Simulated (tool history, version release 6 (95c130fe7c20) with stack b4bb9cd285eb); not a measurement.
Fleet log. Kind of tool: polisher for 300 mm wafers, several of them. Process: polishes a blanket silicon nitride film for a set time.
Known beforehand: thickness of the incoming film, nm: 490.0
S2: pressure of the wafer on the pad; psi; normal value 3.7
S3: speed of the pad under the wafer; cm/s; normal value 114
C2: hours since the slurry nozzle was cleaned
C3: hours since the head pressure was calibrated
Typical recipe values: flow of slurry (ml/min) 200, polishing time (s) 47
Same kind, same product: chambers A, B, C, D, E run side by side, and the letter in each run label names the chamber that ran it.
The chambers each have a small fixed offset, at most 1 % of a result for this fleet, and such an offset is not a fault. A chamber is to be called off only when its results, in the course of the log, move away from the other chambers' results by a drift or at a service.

{"hour": 2.8, "done": "chamber B: worn pad replaced by a new one"}
{"hour": 6.4, "done": "chamber E: worn pad replaced by a new one"}
{"run": "1B", "hour": 11.0, "flow of slurry (ml/min)": 200, "S2": 3.7, "S3": 114, "polishing time (s)": 47, "wafers polished on this pad": 78, "C2": 105.6, "C3": 419.4, "film removed (Å)": 832.97}
{"hour": 15.4, "done": "chamber E: slurry nozzle cleaned"}
{"run": "2A", "hour": 19.8, "flow of slurry (ml/min)": 200, "S2": 3.7, "S3": 114, "polishing time (s)": 47, "wafers polished on this pad": 722, "C2": 232.7, "C3": 29.7, "film removed (Å)": 861.92}
{"hour": 22.1, "done": "chamber A: worn pad replaced by a new one"}
{"hour": 29.8, "done": "chamber C: worn pad replaced by a new one"}
{"run": "3E", "hour": 30.6, "flow of slurry (ml/min)": 200, "S2": 3.7, "S3": 114, "polishing time (s)": 47, "wafers polished on this pad": 231, "C2": 15.2, "C3": 428.5, "film removed (Å)": 851.12}
{"hour": 31.2, "done": "chamber D: worn pad replaced by a new one"}
{"run": "4C", "hour": 41.4, "flow of slurry (ml/min)": 200, "S2": 3.7, "S3": 114, "polishing time (s)": 47, "wafers polished on this pad": 111, "C2": 132.7, "C3": 446.4, "film removed (Å)": 855.99}
{"run": "5D", "hour": 47.9, "flow of slurry (ml/min)": 200, "S2": 3.7, "S3": 114, "polishing time (s)": 47, "wafers polished on this pad": 159, "C2": 357.5, "C3": 392.6, "film removed (Å)": 854.57}
{"run": "6C", "hour": 60.6, "flow of slurry (ml/min)": 200, "S2": 3.7, "S3": 114, "polishing time (s)": 47, "wafers polished on this pad": 294, "C2": 151.9, "C3": 465.6, "film removed (Å)": 849.51}
{"run": "7D", "hour": 70.8, "flow of slurry (ml/min)": 200, "S2": 3.7, "S3": 114, "polishing time (s)": 47, "wafers polished on this pad": 377, "C2": 380.4, "C3": 415.5, "film removed (Å)": 856.46}
{"run": "8E", "hour": 80.1, "flow of slurry (ml/min)": 200, "S2": 3.7, "S3": 114, "polishing time (s)": 47, "wafers polished on this pad": 703, "C2": 64.7, "C3": 478.0, "film removed (Å)": 860.52}
{"run": "9A", "hour": 88.9, "flow of slurry (ml/min)": 200, "S2": 3.7, "S3": 114, "polishing time (s)": 47, "wafers polished on this pad": 636, "C2": 301.8, "C3": 98.8, "film removed (Å)": 853.0}
{"run": "10B", "hour": 97.5, "flow of slurry (ml/min)": 200, "S2": 3.7, "S3": 114, "polishing time (s)": 47, "wafers polished on this pad": 902, "C2": 192.1, "C3": 505.9, "film removed (Å)": 839.52}
{"hour": 105.8, "done": "chamber A: worn pad replaced by a new one"}
{"run": "11A", "hour": 108.5, "flow of slurry (ml/min)": 200, "S2": 2.9, "S3": 114, "polishing time (s)": 47, "wafers polished on this pad": 25, "C2": 321.4, "C3": 118.4, "film removed (Å)": 670.58}
{"hour": 118.5, "done": "chamber B: worn pad replaced by a new one"}
{"run": "12B", "hour": 122.3, "flow of slurry (ml/min)": 200, "S2": 2.9, "S3": 114, "polishing time (s)": 47, "wafers polished on this pad": 36, "C2": 216.9, "C3": 530.7, "film removed (Å)": 655.61}
{"hour": 122.5, "done": "chamber C: worn pad replaced by a new one"}
{"hour": 132.3, "done": "chamber E: worn pad replaced by a new one"}
{"run": "13C", "hour": 133.4, "flow of slurry (ml/min)": 200, "S2": 2.9, "S3": 114, "polishing time (s)": 47, "wafers polished on this pad": 104, "C2": 224.7, "C3": 538.4, "film removed (Å)": 657.62}
{"run": "14D", "hour": 142.3, "flow of slurry (ml/min)": 200, "S2": 2.9, "S3": 114, "polishing time (s)": 47, "wafers polished on this pad": 1058, "C2": 451.9, "C3": 487.0, "film removed (Å)": 663.83}
{"run": "15E", "hour": 154.8, "flow of slurry (ml/min)": 200, "S2": 2.9, "S3": 114, "polishing time (s)": 47, "wafers polished on this pad": 215, "C2": 139.4, "C3": 552.7, "film removed (Å)": 648.8}
{"run": "16B", "hour": 161.0, "flow of slurry (ml/min)": 160, "S2": 3.7, "S3": 114, "polishing time (s)": 36, "wafers polished on this pad": 405, "C2": 255.6, "C3": 569.4, "film removed (Å)": 636.72}
{"hour": 166.6, "done": "chamber D: worn pad replaced by a new one"}
{"run": "17D", "hour": 172.4, "flow of slurry (ml/min)": 160, "S2": 3.7, "S3": 114, "polishing time (s)": 36, "wafers polished on this pad": 56, "C2": 482.0, "C3": 517.1, "film removed (Å)": 635.77}
{"hour": 181.0, "done": "chamber D: slurry nozzle cleaned"}
{"run": "18C", "hour": 181.4, "flow of slurry (ml/min)": 160, "S2": 3.7, "S3": 114, "polishing time (s)": 36, "wafers polished on this pad": 561, "C2": 272.7, "C3": 586.4, "film removed (Å)": 627.68}
{"hour": 187.6, "done": "chamber A: worn pad replaced by a new one"}
{"run": "19E", "hour": 187.6, "flow of slurry (ml/min)": 160, "S2": 3.7, "S3": 114, "polishing time (s)": 36, "wafers polished on this pad": 527, "C2": 172.2, "C3": 585.5, "film removed (Å)": 590.06}
{"run": "20A", "hour": 195.2, "flow of slurry (ml/min)": 160, "S2": 3.7, "S3": 114, "polishing time (s)": 36, "wafers polished on this pad": 72, "C2": 408.1, "C3": 205.1, "film removed (Å)": 630.99}
{"run": "21D", "hour": 208.3, "flow of slurry (ml/min)": 165, "S2": 3.7, "S3": 114, "polishing time (s)": 47, "wafers polished on this pad": 398, "C2": 27.4, "C3": 553.0, "film removed (Å)": 836.6}
{"hour": 216.1, "done": "chamber C: worn pad replaced by a new one"}
{"run": "22B", "hour": 219.6, "flow of slurry (ml/min)": 165, "S2": 3.7, "S3": 114, "polishing time (s)": 47, "wafers polished on this pad": 963, "C2": 314.2, "C3": 628.0, "film removed (Å)": 823.61}
{"run": "23A", "hour": 230.4, "flow of slurry (ml/min)": 165, "S2": 3.7, "S3": 114, "polishing time (s)": 47, "wafers polished on this pad": 407, "C2": 443.3, "C3": 240.3, "film removed (Å)": 803.64}
{"hour": 239.7, "done": "chamber B: worn pad replaced by a new one"}
{"run": "24C", "hour": 244.0, "flow of slurry (ml/min)": 165, "S2": 3.7, "S3": 114, "polishing time (s)": 47, "wafers polished on this pad": 266, "C2": 335.3, "C3": 649.0, "film removed (Å)": 842.7}
{"run": "25E", "hour": 256.7, "flow of slurry (ml/min)": 165, "S2": 3.7, "S3": 114, "polishing time (s)": 47, "wafers polished on this pad": 1185, "C2": 241.3, "C3": 654.6, "film removed (Å)": 757.07}
{"hour": 262.0, "done": "chamber A: worn pad replaced by a new one"}
{"run": "26D", "hour": 263.7, "flow of slurry (ml/min)": 200, "S2": 3.7, "S3": 142, "polishing time (s)": 62, "wafers polished on this pad": 926, "C2": 82.8, "C3": 608.4, "film removed (Å)": 1324.2}
{"hour": 263.9, "done": "chamber E: worn pad replaced by a new one"}
{"run": "27B", "hour": 276.8, "flow of slurry (ml/min)": 200, "S2": 3.7, "S3": 142, "polishing time (s)": 62, "wafers polished on this pad": 353, "C2": 371.4, "C3": 685.2, "film removed (Å)": 1302.8}
{"run": "28A", "hour": 289.7, "flow of slurry (ml/min)": 200, "S2": 3.7, "S3": 142, "polishing time (s)": 62, "wafers polished on this pad": 264, "C2": 502.6, "C3": 299.6, "film removed (Å)": 1311.4}
{"run": "29C", "hour": 298.9, "flow of slurry (ml/min)": 200, "S2": 3.7, "S3": 142, "polishing time (s)": 62, "wafers polished on this pad": 789, "C2": 390.2, "C3": 703.9, "film removed (Å)": 1347.8}
{"run": "30E", "hour": 312.8, "flow of slurry (ml/min)": 200, "S2": 3.7, "S3": 142, "polishing time (s)": 62, "wafers polished on this pad": 466, "C2": 297.4, "C3": 710.7, "film removed (Å)": 1236.1}
{"run": "31E", "hour": 322.8, "flow of slurry (ml/min)": 255, "S2": 3.7, "S3": 114, "polishing time (s)": 47, "wafers polished on this pad": 562, "C2": 307.4, "C3": 720.7, "film removed (Å)": 786.67}

Has any chamber moved away from the others, gradually or after a service, or does the common gauge drift, or do the chambers differ only by their own small steady offsets? State the chamber and the most likely cause if one applies.

It is chamber E that slowly wanders off from its peers.
Likeliest cause: head's pressure below its setpoint, % = 12.1.

Below are 4 candidate recipes for chamber E's next run, each the usual settings with a change, their results shown as question marks. Which of them brings E's results back in line with what the other chambers give on the usual settings?
A result is in line if it is within this distance of the other chambers' mean on the usual settings: film removed (Å) 37.00
{"run": "32E-1", "hour": 332.6, "flow of slurry (ml/min)": 195, "S2": 3.7, "S3": 104, "polishing time (s)": 42, "film removed (Å)": "?"}
{"run": "32E-2", "hour": 332.6, "flow of slurry (ml/min)": 200, "S2": 3.7, "S3": 98, "polishing time (s)": 47, "film removed (Å)": "?"}
{"run": "32E-3", "hour": 332.6, "flow of slurry (ml/min)": 200, "S2": 3.7, "S3": 130, "polishing time (s)": 47, "film removed (Å)": "?"}
{"run": "32E-4", "hour": 332.6, "flow of slurry (ml/min)": 200, "S2": 3.7, "S3": 142, "polishing time (s)": 47, "film removed (Å)": "?"}

The other chambers' mean on the usual settings: film removed (Å) 847.62
run=32E-1 film_removed_(Å)=630.96
run=32E-2 film_removed_(Å)=675.48
run=32E-3 film_removed_(Å)=847.49
run=32E-4 film_removed_(Å)=909.71
It is 32E-3 that realigns the chamber with its peers.
